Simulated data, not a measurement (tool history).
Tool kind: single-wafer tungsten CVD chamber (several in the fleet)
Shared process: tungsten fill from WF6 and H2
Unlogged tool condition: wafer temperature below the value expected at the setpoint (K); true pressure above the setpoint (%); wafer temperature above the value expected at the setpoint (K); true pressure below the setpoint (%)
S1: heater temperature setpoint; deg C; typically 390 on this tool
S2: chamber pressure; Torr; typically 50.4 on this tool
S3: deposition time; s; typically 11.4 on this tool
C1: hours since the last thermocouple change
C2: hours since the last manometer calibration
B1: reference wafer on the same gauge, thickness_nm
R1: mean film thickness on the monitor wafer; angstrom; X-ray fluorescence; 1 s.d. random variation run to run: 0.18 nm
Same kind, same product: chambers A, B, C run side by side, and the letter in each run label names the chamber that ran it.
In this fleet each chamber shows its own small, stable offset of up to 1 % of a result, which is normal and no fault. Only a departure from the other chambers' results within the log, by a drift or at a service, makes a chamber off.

| run | hour | S1 | S2 | S3 | C1 | C2 | B1 | R1 |
|---|---|---|---|---|---|---|---|---|
| 1C | 5.1 | 390 | 50.4 | 11.4 | 1471.9 | 1079.4 | 33.874 | 349.98 |
| 2B | 12.9 | 390 | 50.4 | 11.4 | 206.7 | 1578.3 | 33.822 | 348.44 |
| 3A | 22.2 | 390 | 50.4 | 11.4 | 2322.6 | 2059.6 | 33.794 | 348.4 |
| 4A | 28.4 | 390 | 50.4 | 11.4 | 2328.8 | 2065.8 | 33.771 | 345.03 |
| 5C | 35.2 | 390 | 50.4 | 11.4 | 1502 | 1109.5 | 33.777 | 350.3 |
| 6B | 39.3 | 390 | 50.4 | 11.4 | 233.1 | 1604.7 | 33.751 | 351.49 |
| 7B | 46.4 | 390 | 50.4 | 11.4 | 240.2 | 1611.8 | 33.791 | 349.66 |
| 8C | 51.3 | 390 | 50.4 | 11.4 | 1518.1 | 1125.6 | 33.856 | 350.73 |
| 9A | 56 | 390 | 50.4 | 11.4 | 2356.4 | 2093.4 | 33.797 | 347.54 |
| 10C | 60.4 | 390 | 50.4 | 11.4 | 1527.2 | 1134.7 | 33.792 | 349.85 |
| 11B | 69.4 | 390 | 50.4 | 11.4 | 263.2 | 1634.8 | 33.78 | 347.26 |
| 12A | 78.5 | 390 | 50.4 | 11.4 | 2378.9 | 2115.9 | 33.843 | 347.97 |
|  | 82 | chamber B: capacitance manometer re-zeroed and calibrated |
| 13A | 84.7 | 382 | 60.2 | 11.4 | 2385.1 | 2122.1 | 33.731 | 321.19 |
| 14C | 93.6 | 382 | 60.2 | 11.4 | 1560.4 | 1167.9 | 33.768 | 325.85 |
| 15B | 101.7 | 382 | 60.2 | 11.4 | 295.5 | 19.7 | 33.803 | 318.7 |
| 16B | 105.9 | 390 | 50.4 | 11.4 | 299.7 | 23.9 | 33.807 | 349.23 |
| 17C | 111.3 | 379 | 50.4 | 9.7 | 1578.1 | 1185.6 | 33.777 | 240.02 |
| 18A | 116.9 | 379 | 50.4 | 9.7 | 2417.3 | 2154.3 | 33.802 | 236.06 |
| 19C | 124.4 | 379 | 50.4 | 9.7 | 1591.2 | 1198.7 | 33.751 | 239.29 |
| 20B | 130.5 | 390 | 50.4 | 11.4 | 324.3 | 48.5 | 33.784 | 352.01 |
| 21A | 139.1 | 390 | 50.4 | 11.4 | 2439.5 | 2176.5 | 33.823 | 345.94 |
| 22A | 144.4 | 390 | 50.4 | 11.4 | 2444.8 | 2181.8 | 33.798 | 351.61 |
| 23C | 153.5 | 390 | 50.4 | 11.4 | 1620.3 | 1227.8 | 33.785 | 349.33 |
| 24B | 159.5 | 390 | 50.4 | 11.4 | 353.3 | 77.5 | 33.769 | 349.04 |
| 25C | 165.2 | 390 | 50.4 | 11.4 | 1632 | 1239.5 | 33.8 | 353.4 |

The same settings go to every chamber for the next run, one line per chamber below. Forecast the results for each:
| 26A | 171.9 | 383 | 50.4 | 11.4 |  |  |  | ? |
| 26B | 171.9 | 383 | 50.4 | 11.4 |  |  |  | ? |
| 26C | 171.9 | 383 | 50.4 | 11.4 |  |  |  | ? |

| run | R1 |
|---|---|
| 26A | 300.89 |
| 26B | 302.52 |
| 26C | 307.2 |

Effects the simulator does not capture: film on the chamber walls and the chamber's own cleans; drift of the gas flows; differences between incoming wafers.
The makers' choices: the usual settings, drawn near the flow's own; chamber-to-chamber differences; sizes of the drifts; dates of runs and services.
